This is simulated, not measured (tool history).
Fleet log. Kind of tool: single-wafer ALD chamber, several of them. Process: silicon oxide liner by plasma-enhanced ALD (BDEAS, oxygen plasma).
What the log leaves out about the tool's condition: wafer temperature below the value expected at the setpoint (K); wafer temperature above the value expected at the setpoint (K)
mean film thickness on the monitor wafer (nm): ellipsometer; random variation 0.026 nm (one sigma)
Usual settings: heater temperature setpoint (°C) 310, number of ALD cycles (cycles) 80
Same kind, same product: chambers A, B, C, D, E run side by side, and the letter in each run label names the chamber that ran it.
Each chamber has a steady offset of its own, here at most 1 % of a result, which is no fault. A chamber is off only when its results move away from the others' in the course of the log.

run,hour,heater temperature setpoint (°C),number of ALD cycles (cycles),hours since the last thermocouple change,"read-back reference wafer on the same gauge, thickness_nm",mean film thickness on the monitor wafer (nm)
1B,3.4,310,80,1328.7,6.9880,7.3679
2A,9.0,310,80,647.9,6.9926,7.2688
3D,12.0,310,80,516.2,6.9914,7.4012
4C,14.7,310,80,209.4,6.9818,7.3171
5E,18.8,310,80,173.1,6.9899,7.3283
6D,23.6,310,80,527.8,6.9937,7.3515
7A,28.9,310,80,667.8,6.9848,7.2953
8C,33.8,310,80,228.5,6.9870,7.3399
9B,39.2,310,80,1364.5,6.9938,7.3456
10E,45.3,310,80,199.6,6.9904,7.3351
11D,49.8,310,80,554.0,6.9873,7.3680
12B,54.9,305,80,1380.2,6.9884,7.3600
13A,58.7,305,80,697.6,6.9916,7.3535
14E,64.1,305,80,218.4,6.9912,7.3612
15C,68.8,305,80,263.5,6.9912,7.4376
16A,72.8,305,80,711.7,6.9930,7.3617
17C,77.8,310,80,272.5,6.9868,7.3348
18D,81.6,310,80,585.8,6.9947,7.3826
19B,87.0,310,80,1412.3,6.9920,7.4032
20E,92.0,310,80,246.3,6.9913,7.3057
21A,97.6,310,80,736.5,6.9937,7.2741
22B,102.1,319,89,1427.4,6.9928,8.0734
23E,105.7,319,89,260.0,6.9907,8.0458
24C,108.6,319,89,303.3,6.9887,8.1391
25D,114.6,319,89,618.8,6.9874,8.1097
26D,120.5,319,89,624.7,6.9903,8.1198
27C,125.4,310,80,320.1,6.9851,7.3569
# hour 128.8: chamber B: thermocouple changed; heater temperature recalibrated
28B,129.1,310,80,0.3,6.9941,7.3425
29A,135.1,310,80,774.0,6.9914,7.2902
30E,137.9,310,80,292.2,6.9939,7.2806
31C,141.8,310,80,336.5,6.9867,7.4068
32A,144.9,310,80,783.8,6.9977,7.3039
33E,148.3,310,80,302.6,6.9955,7.2938
34B,154.4,310,80,25.6,6.9832,7.3702
35D,160.3,310,80,664.5,6.9917,7.3708
36A,163.8,310,80,802.7,6.9913,7.2934
37D,169.7,310,80,673.9,6.9839,7.3991
38B,174.7,310,80,45.9,6.9903,7.3386
39E,180.6,310,80,334.9,6.9853,7.3293

Each of the 5 chambers runs these same settings next. Fill in every chamber's results:
40A,185.0,310,89,,,?
40B,185.0,310,89,,,?
40C,185.0,310,89,,,?
40D,185.0,310,89,,,?
40E,185.0,310,89,,,?

run,mean film thickness on the monitor wafer (nm)
40A,8.0590
40B,8.1793
40C,8.1888
40D,8.2383
40E,8.1313
